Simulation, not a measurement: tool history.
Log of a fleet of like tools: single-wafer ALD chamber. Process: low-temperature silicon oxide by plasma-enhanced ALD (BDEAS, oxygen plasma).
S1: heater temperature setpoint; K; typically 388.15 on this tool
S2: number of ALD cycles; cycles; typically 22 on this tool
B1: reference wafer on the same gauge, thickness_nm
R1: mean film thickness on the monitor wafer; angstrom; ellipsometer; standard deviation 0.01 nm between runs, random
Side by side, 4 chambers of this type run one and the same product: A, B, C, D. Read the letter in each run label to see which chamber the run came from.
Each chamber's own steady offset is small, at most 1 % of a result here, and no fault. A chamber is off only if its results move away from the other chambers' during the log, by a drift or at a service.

{"run": "1B", "hour": 2.5, "S1": 388.15, "S2": 22, "B1": 3.5592, "R1": 30.409}
{"run": "2D", "hour": 6.9, "S1": 388.15, "S2": 22, "B1": 3.5599, "R1": 30.554}
{"run": "3C", "hour": 11.0, "S1": 388.15, "S2": 22, "B1": 3.561, "R1": 30.882}
{"run": "4A", "hour": 16.4, "S1": 388.15, "S2": 22, "B1": 3.56, "R1": 30.234}
{"run": "5D", "hour": 19.3, "S1": 388.15, "S2": 22, "B1": 3.5574, "R1": 30.493}
{"run": "6A", "hour": 24.6, "S1": 388.15, "S2": 22, "B1": 3.5608, "R1": 30.42}
{"run": "7B", "hour": 27.8, "S1": 388.15, "S2": 22, "B1": 3.5599, "R1": 30.485}
{"run": "8C", "hour": 30.9, "S1": 388.15, "S2": 22, "B1": 3.5588, "R1": 30.688}
{"run": "9D", "hour": 34.4, "S1": 388.15, "S2": 22, "B1": 3.5577, "R1": 30.579}
{"run": "10A", "hour": 37.1, "S1": 388.15, "S2": 22, "B1": 3.5612, "R1": 30.481}
{"run": "11C", "hour": 40.6, "S1": 388.15, "S2": 22, "B1": 3.5597, "R1": 30.876}
{"run": "12B", "hour": 46.1, "S1": 388.15, "S2": 22, "B1": 3.5589, "R1": 30.625}
{"run": "13B", "hour": 51.1, "S1": 381.15, "S2": 22, "B1": 3.5605, "R1": 30.998}
{"run": "14D", "hour": 54.9, "S1": 381.15, "S2": 22, "B1": 3.5597, "R1": 30.894}
{"run": "15C", "hour": 58.8, "S1": 381.15, "S2": 22, "B1": 3.5593, "R1": 31.105}
{"run": "16A", "hour": 62.6, "S1": 381.15, "S2": 22, "B1": 3.56, "R1": 30.662}
{"run": "17B", "hour": 66.2, "S1": 382.15, "S2": 22, "B1": 3.5614, "R1": 30.669}
{"run": "18A", "hour": 70.4, "S1": 382.15, "S2": 22, "B1": 3.563, "R1": 30.562}
{"run": "19D", "hour": 74.8, "S1": 382.15, "S2": 22, "B1": 3.5604, "R1": 30.768}
{"run": "20C", "hour": 78.5, "S1": 382.15, "S2": 22, "B1": 3.5627, "R1": 31.1}
{"run": "21A", "hour": 81.2, "S1": 388.15, "S2": 22, "B1": 3.5583, "R1": 30.184}
{"run": "22D", "hour": 85.3, "S1": 388.15, "S2": 22, "B1": 3.5619, "R1": 30.506}
{"run": "23B", "hour": 88.9, "S1": 388.15, "S2": 22, "B1": 3.56, "R1": 30.55}
{"run": "24C", "hour": 92.0, "S1": 388.15, "S2": 22, "B1": 3.5591, "R1": 30.791}
{"run": "25D", "hour": 96.5, "S1": 388.15, "S2": 22, "B1": 3.5612, "R1": 30.51}
{"run": "26A", "hour": 100.0, "S1": 388.15, "S2": 22, "B1": 3.5592, "R1": 30.381}
{"run": "27C", "hour": 105.5, "S1": 388.15, "S2": 22, "B1": 3.5604, "R1": 30.883}
{"run": "28B", "hour": 108.8, "S1": 388.15, "S2": 22, "B1": 3.5573, "R1": 30.559}

Each of the 4 chambers runs these same settings next. Fill in every chamber's results:
{"run": "29A", "hour": 112.8, "S1": 400.15, "S2": 22, "R1": "?"}
{"run": "29B", "hour": 112.8, "S1": 400.15, "S2": 22, "R1": "?"}
{"run": "29C", "hour": 112.8, "S1": 400.15, "S2": 22, "R1": "?"}
{"run": "29D", "hour": 112.8, "S1": 400.15, "S2": 22, "R1": "?"}

run=29A R1=29.668
run=29B R1=29.731
run=29C R1=30.368
run=29D R1=29.975
